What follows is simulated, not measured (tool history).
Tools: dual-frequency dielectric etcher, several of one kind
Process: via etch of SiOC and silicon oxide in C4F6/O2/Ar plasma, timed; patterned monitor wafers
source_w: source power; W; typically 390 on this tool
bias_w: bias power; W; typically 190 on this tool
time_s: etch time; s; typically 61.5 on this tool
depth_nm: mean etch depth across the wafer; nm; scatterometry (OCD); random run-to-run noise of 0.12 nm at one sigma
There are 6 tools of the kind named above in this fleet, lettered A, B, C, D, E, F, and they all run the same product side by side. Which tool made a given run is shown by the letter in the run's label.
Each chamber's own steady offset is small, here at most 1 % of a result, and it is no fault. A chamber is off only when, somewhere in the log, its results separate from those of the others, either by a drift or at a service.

run	hour	source_w	bias_w	time_s	hours since the last wet clean	hours since the last source power generator calibration	hours since the last bias power generator calibration	read-back reference wafer on the same gauge, depth_nm	depth_nm
1B	14.0	390	190	61.5	625.6	2744.6	1225.3	71.315	70.137
2D	24.2	390	190	61.5	54.1	352.0	1713.4	71.319	69.862
3C	37.3	390	190	61.5	142.5	1941.0	966.3	71.356	70.012
4F	46.3	390	190	61.5	302.6	1435.9	1844.3	71.372	70.530
5E	57.7	390	190	61.5	476.8	440.0	709.0	71.398	70.139
6A	69.3	390	190	61.5	245.4	1393.8	1077.9	71.393	69.764
7E	78.3	390	190	61.5	497.4	460.6	729.6	71.398	70.119
8A	88.1	390	219	68.5	264.2	1412.6	1096.7	71.401	81.542
# hour 92.9: chamber B: wet clean of the chamber
9C	97.5	390	219	68.5	202.7	2001.2	1026.5	71.433	81.738
10F	105.8	390	219	68.5	362.1	1495.4	1903.8	71.434	82.673
11D	113.8	390	219	68.5	143.7	441.6	1803.0	71.427	81.387
# hour 119.5: chamber E: wet clean of the chamber
12B	128.5	390	219	68.5	35.6	2859.1	1339.8	71.430	82.001
13E	140.9	390	219	68.5	21.5	523.2	792.2	71.432	81.561
14B	155.2	390	190	47.5	62.3	2885.8	1366.5	71.476	54.337
15F	169.8	390	190	47.5	426.1	1559.4	1967.8	71.464	54.431
16A	183.2	390	190	47.5	359.3	1507.7	1191.8	71.483	53.935
17D	196.2	390	190	47.5	226.1	524.0	1885.4	71.528	54.101
18C	212.2	390	190	47.5	317.4	2115.9	1141.2	71.553	54.170
19A	225.5	390	190	47.5	401.6	1550.0	1234.1	71.527	53.949
20F	239.8	430	163	61.5	496.1	1629.4	2037.8	71.538	69.875
21E	250.8	430	163	61.5	131.4	633.1	902.1	71.571	69.394
# hour 263.2: chamber F: wet clean of the chamber
22B	264.0	430	163	61.5	171.1	2994.6	1475.3	71.589	69.648
23D	279.4	430	163	61.5	309.3	607.2	1968.6	71.596	69.273
24C	291.9	430	163	61.5	397.1	2195.6	1220.9	71.672	69.300
25D	299.1	430	163	61.5	329.0	626.9	1988.3	71.631	69.272
# hour 304.6: chamber C: wet clean of the chamber
26E	307.2	360	216	61.5	187.8	689.5	958.5	71.653	70.856
27F	320.1	360	216	61.5	57.0	1709.7	2118.1	71.645	71.691
28A	329.6	360	216	61.5	505.7	1654.1	1338.2	71.655	71.129
# hour 336.8: chamber A: wet clean of the chamber
29B	337.0	360	216	61.5	244.1	3067.6	1548.3	71.668	71.446
30C	346.4	360	216	61.5	41.8	2250.1	1275.4	71.681	71.160
31E	355.1	360	216	61.5	235.7	737.4	1006.4	71.670	71.286
32D	363.1	390	190	61.5	393.0	690.9	2052.3	71.684	70.385
33A	377.7	390	190	61.5	41.0	1702.2	1386.3	71.729	70.273
34C	391.3	390	190	61.5	86.7	2295.0	1320.3	71.725	70.398
35B	399.3	390	190	61.5	306.4	3129.9	1610.6	71.748	70.539
36F	411.2	390	190	61.5	148.1	1800.8	2209.2	71.768	70.766
37C	418.7	390	190	61.5	114.1	2322.4	1347.7	71.765	70.233
38A	433.5	390	190	61.5	96.8	1758.0	1442.1	71.744	70.071

Predict what each chamber gives when all 6 of them run the settings below next.
39A	445.1	390	190	61.5					?
39B	445.1	390	190	61.5					?
39C	445.1	390	190	61.5					?
39D	445.1	390	190	61.5					?
39E	445.1	390	190	61.5					?
39F	445.1	390	190	61.5					?

run	depth_nm
39A	70.300
39B	70.480
39C	70.421
39D	70.422
39E	70.360
39F	70.789
